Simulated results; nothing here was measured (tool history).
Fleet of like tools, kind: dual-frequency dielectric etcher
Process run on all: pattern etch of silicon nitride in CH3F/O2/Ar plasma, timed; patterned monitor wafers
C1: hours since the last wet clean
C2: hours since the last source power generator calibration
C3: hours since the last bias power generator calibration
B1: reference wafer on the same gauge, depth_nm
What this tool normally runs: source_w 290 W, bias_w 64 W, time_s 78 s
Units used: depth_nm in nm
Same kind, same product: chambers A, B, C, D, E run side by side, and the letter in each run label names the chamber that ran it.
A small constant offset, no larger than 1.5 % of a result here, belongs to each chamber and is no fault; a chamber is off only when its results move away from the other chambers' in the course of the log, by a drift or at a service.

Run 1C, hour 4.5: usual settings; C1 316.2; C2 2798.6; C3 1582.9; B1 43.621. Result: depth_nm 46.595 nm.
Run 2E, hour 9.9: usual settings; C1 107.5; C2 545.3; C3 3221.9; B1 43.594. Result: depth_nm 45.681 nm.
Run 3D, hour 15.7: usual settings; C1 166.8; C2 779.4; C3 412.8; B1 43.63. Result: depth_nm 46.263 nm.
Run 4B, hour 18.4: usual settings; C1 348.3; C2 1477.8; C3 3606.8; B1 43.605. Result: depth_nm 46.088 nm.
Run 5A, hour 20.9: usual settings; C1 455.7; C2 829.8; C3 959.3; B1 43.595. Result: depth_nm 45.956 nm.
Run 6B, hour 25.2: usual settings; C1 355.1; C2 1484.6; C3 3613.6; B1 43.59. Result: depth_nm 47.054 nm.
Run 7A, hour 30.4: usual settings; C1 465.2; C2 839.3; C3 968.8; B1 43.569. Result: depth_nm 46.095 nm.
Run 8E, hour 34.9: usual settings but source_w 230 W, bias_w 74 W; C1 132.5; C2 570.3; C3 3246.9; B1 43.62. Result: depth_nm 44.756 nm.
Run 9C, hour 40.2: usual settings but source_w 230 W, bias_w 74 W; C1 351.9; C2 2834.3; C3 1618.6; B1 43.533. Result: depth_nm 45.422 nm.
Run 10D, hour 46: usual settings but source_w 230 W, bias_w 74 W; C1 197.1; C2 809.7; C3 443.1; B1 43.598. Result: depth_nm 44.715 nm.
Run 11A, hour 51.1: usual settings but source_w 230 W, bias_w 74 W; C1 485.9; C2 860; C3 989.5; B1 43.605. Result: depth_nm 44.509 nm.
Run 12D, hour 56.5: usual settings but source_w 230 W, bias_w 74 W; C1 207.6; C2 820.2; C3 453.6; B1 43.647. Result: depth_nm 44.609 nm.
Run 13E, hour 60.7: usual settings; C1 158.3; C2 596.1; C3 3272.7; B1 43.574. Result: depth_nm 46.484 nm.
Run 14B, hour 65.9: usual settings; C1 395.8; C2 1525.3; C3 3654.3; B1 43.61. Result: depth_nm 46.815 nm.
Run 15C, hour 70.4: usual settings; C1 382.1; C2 2864.5; C3 1648.8; B1 43.589. Result: depth_nm 47.024 nm.
Run 16A, hour 73.5: usual settings; C1 508.3; C2 882.4; C3 1011.9; B1 43.605. Result: depth_nm 45.864 nm.
Run 17D, hour 78.3: usual settings; C1 229.4; C2 842; C3 475.4; B1 43.587. Result: depth_nm 46.51 nm.
At hour 79.8: chamber A: wet clean of the chamber.
Run 18E, hour 83.6: usual settings; C1 181.2; C2 619; C3 3295.6; B1 43.619. Result: depth_nm 46.605 nm.
Run 19B, hour 86.8: usual settings; C1 416.7; C2 1546.2; C3 3675.2; B1 43.523. Result: depth_nm 46.15 nm.
Run 20C, hour 91.6: usual settings; C1 403.3; C2 2885.7; C3 1670; B1 43.576. Result: depth_nm 46.56 nm.
Run 21D, hour 96.9: usual settings; C1 248; C2 860.6; C3 494; B1 43.616. Result: depth_nm 45.794 nm.
Run 22C, hour 101.7: usual settings but source_w 240 W, bias_w 49 W; C1 413.4; C2 2895.8; C3 1680.1; B1 43.617. Result: depth_nm 39.933 nm.
Run 23B, hour 104.8: usual settings but source_w 240 W, bias_w 49 W; C1 434.7; C2 1564.2; C3 3693.2; B1 43.557. Result: depth_nm 39.786 nm.
Run 24E, hour 107.9: usual settings but source_w 240 W, bias_w 49 W; C1 205.5; C2 643.3; C3 3319.9; B1 43.582. Result: depth_nm 39.391 nm.
Run 25A, hour 111.6: usual settings but source_w 240 W, bias_w 49 W; C1 31.9; C2 920.5; C3 1050; B1 43.634. Result: depth_nm 39.524 nm.
Run 26C, hour 116.5: usual settings but source_w 240 W, bias_w 49 W; C1 428.2; C2 2910.6; C3 1694.9; B1 43.569. Result: depth_nm 39.896 nm.
Run 27D, hour 122.1: usual settings; C1 273.2; C2 885.8; C3 519.2; B1 43.613. Result: depth_nm 45.793 nm.
At hour 122.8: chamber B: wet clean of the chamber.
Run 28E, hour 127: usual settings; C1 224.6; C2 662.4; C3 3339; B1 43.634. Result: depth_nm 46.222 nm.
Run 29B, hour 131.6: usual settings but bias_w 49 W, time_s 66.5 s; C1 8.9; C2 1591; C3 3720; B1 43.62. Result: depth_nm 36.382 nm.
Run 30A, hour 137.2: usual settings but bias_w 49 W, time_s 66.5 s; C1 57.5; C2 946.1; C3 1075.6; B1 43.606. Result: depth_nm 35.697 nm.
At hour 139.7: chamber C: wet clean of the chamber.
Run 31C, hour 142: usual settings but bias_w 49 W, time_s 66.5 s; C1 2.3; C2 2936.1; C3 1720.4; B1 43.635. Result: depth_nm 36.416 nm.
Run 32D, hour 147.2: usual settings but bias_w 49 W, time_s 66.5 s; C1 298.3; C2 910.9; C3 544.3; B1 43.618. Result: depth_nm 35.484 nm.
Run 33A, hour 151.2: usual settings but bias_w 49 W, time_s 66.5 s; C1 71.5; C2 960.1; C3 1089.6; B1 43.592. Result: depth_nm 36.127 nm.
Run 34B, hour 154.6: usual settings but bias_w 51 W; C1 31.9; C2 1614; C3 3743; B1 43.614. Result: depth_nm 42.975 nm.
Run 35E, hour 160.4: usual settings but bias_w 51 W; C1 258; C2 695.8; C3 3372.4; B1 43.574. Result: depth_nm 42.798 nm.
Run 36B, hour 163.1: usual settings but bias_w 51 W; C1 40.4; C2 1622.5; C3 3751.5; B1 43.585. Result: depth_nm 42.892 nm.
Run 37C, hour 169: usual settings but bias_w 51 W; C1 29.3; C2 2963.1; C3 1747.4; B1 43.586. Result: depth_nm 43.882 nm.
Run 38A, hour 173.3: usual settings but bias_w 51 W; C1 93.6; C2 982.2; C3 1111.7; B1 43.619. Result: depth_nm 42.672 nm.
Run 39D, hour 175.9: usual settings; C1 327; C2 939.6; C3 573; B1 43.642. Result: depth_nm 44.87 nm.
Run 40E, hour 181.1: usual settings; C1 278.7; C2 716.5; C3 3393.1; B1 43.601. Result: depth_nm 46.178 nm.
Run 41D, hour 185.4: usual settings; C1 336.5; C2 949.1; C3 582.5; B1 43.572. Result: depth_nm 44.72 nm.
Run 42B, hour 190.3: usual settings; C1 67.6; C2 1649.7; C3 3778.7; B1 43.612. Result: depth_nm 46.325 nm.

All 5 chambers run these settings next. Forecast each chamber's results:
Run 43A, hour 194.5: usual settings. Result: depth_nm ?.
Run 43B, hour 194.5: usual settings. Result: depth_nm ?.
Run 43C, hour 194.5: usual settings. Result: depth_nm ?.
Run 43D, hour 194.5: usual settings. Result: depth_nm ?.
Run 43E, hour 194.5: usual settings. Result: depth_nm ?.

run  depth_nm
43A    46.134
43B    46.314
43C    47.267
43D    44.771
43E    46.545
